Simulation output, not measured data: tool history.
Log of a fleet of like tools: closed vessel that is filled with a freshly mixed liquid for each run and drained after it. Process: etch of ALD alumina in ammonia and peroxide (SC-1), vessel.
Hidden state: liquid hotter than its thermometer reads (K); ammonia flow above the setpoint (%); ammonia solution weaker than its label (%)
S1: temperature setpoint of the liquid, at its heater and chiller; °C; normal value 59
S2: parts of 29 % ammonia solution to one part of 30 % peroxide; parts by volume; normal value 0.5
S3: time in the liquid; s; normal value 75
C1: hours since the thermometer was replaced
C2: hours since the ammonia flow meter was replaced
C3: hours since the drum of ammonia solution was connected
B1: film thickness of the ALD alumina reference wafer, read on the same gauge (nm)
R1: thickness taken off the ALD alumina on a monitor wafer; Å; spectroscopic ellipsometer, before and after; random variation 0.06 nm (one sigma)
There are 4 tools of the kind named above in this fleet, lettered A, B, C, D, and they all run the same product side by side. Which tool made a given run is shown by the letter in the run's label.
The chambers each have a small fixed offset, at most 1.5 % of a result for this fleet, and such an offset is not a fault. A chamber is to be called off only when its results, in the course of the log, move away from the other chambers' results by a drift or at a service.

Run 1A, hour 6.3: usual settings; C1 727.2; C2 462.7; C3 80.5; B1 130.02. Result: R1 91.006 Å.
Run 2C, hour 12.2: usual settings; C1 254; C2 860.4; C3 370.6; B1 129.95. Result: R1 89.551 Å.
Run 3D, hour 20.2: usual settings; C1 911.6; C2 477.5; C3 699.4; B1 129.97. Result: R1 92.205 Å.
At hour 23.8: chamber D: new drum of ammonia solution connected.
Run 4B, hour 28.4: usual settings; C1 530.2; C2 904.1; C3 194.9; B1 129.99. Result: R1 92.983 Å.
Run 5C, hour 33.9: usual settings; C1 275.7; C2 882.1; C3 392.3; B1 129.98. Result: R1 90.012 Å.
Run 6D, hour 38.8: usual settings; C1 930.2; C2 496.1; C3 15; B1 129.98. Result: R1 90.266 Å.
Run 7B, hour 47: usual settings; C1 548.8; C2 922.7; C3 213.5; B1 129.95. Result: R1 91.067 Å.
Run 8A, hour 51.1: usual settings; C1 772; C2 507.5; C3 125.3; B1 130.02. Result: R1 91.196 Å.
Run 9B, hour 57.3: usual settings; C1 559.1; C2 933; C3 223.8; B1 130.02. Result: R1 91.855 Å.
At hour 61.9: chamber C: new drum of ammonia solution connected.
Run 10C, hour 62.5: usual settings; C1 304.3; C2 910.7; C3 0.6; B1 130.02. Result: R1 90.685 Å.
Run 11D, hour 68.9: usual settings; C1 960.3; C2 526.2; C3 45.1; B1 129.99. Result: R1 92.375 Å.
Run 12A, hour 74.9: usual settings; C1 795.8; C2 531.3; C3 149.1; B1 129.98. Result: R1 92.043 Å.
Run 13A, hour 83.1: usual settings; C1 804; C2 539.5; C3 157.3; B1 130. Result: R1 91.497 Å.
Run 14B, hour 90.1: usual settings; C1 591.9; C2 965.8; C3 256.6; B1 129.95. Result: R1 90.845 Å.
Run 15D, hour 94.2: usual settings; C1 985.6; C2 551.5; C3 70.4; B1 130.03. Result: R1 91.454 Å.
Run 16C, hour 99.3: usual settings; C1 341.1; C2 947.5; C3 37.4; B1 130.01. Result: R1 93.803 Å.
Run 17C, hour 105.2: usual settings; C1 347; C2 953.4; C3 43.3; B1 129.99. Result: R1 93.321 Å.
Run 18A, hour 109: usual settings; C1 829.9; C2 565.4; C3 183.2; B1 129.96. Result: R1 91.39 Å.
Run 19B, hour 116.3: usual settings but S1 64 °C, S3 95 s; C1 618.1; C2 992; C3 282.8; B1 129.98. Result: R1 150.52 Å.
Run 20D, hour 124.1: usual settings but S1 64 °C, S3 95 s; C1 1015.5; C2 581.4; C3 100.3; B1 130.03. Result: R1 150.28 Å.
Run 21A, hour 132: usual settings but S1 64 °C, S3 95 s; C1 852.9; C2 588.4; C3 206.2; B1 129.98. Result: R1 149.21 Å.
Run 22D, hour 140.1: usual settings but S1 64 °C, S3 95 s; C1 1031.5; C2 597.4; C3 116.3; B1 129.96. Result: R1 151.47 Å.
Run 23B, hour 143.7: usual settings; C1 645.5; C2 1019.4; C3 310.2; B1 129.99. Result: R1 92.204 Å.
Run 24C, hour 150.5: usual settings; C1 392.3; C2 998.7; C3 88.6; B1 130.03. Result: R1 98.559 Å.

Next, all 4 chambers run the settings below, one line each with question marks for the results. What does each chamber give?
Run 25A, hour 156.5: usual settings but S3 50 s. Result: R1 ?.
Run 25B, hour 156.5: usual settings but S3 50 s. Result: R1 ?.
Run 25C, hour 156.5: usual settings but S3 50 s. Result: R1 ?.
Run 25D, hour 156.5: usual settings but S3 50 s. Result: R1 ?.

run      R1
25A   60.32
25B  62.046
25C  65.356
25D  61.355
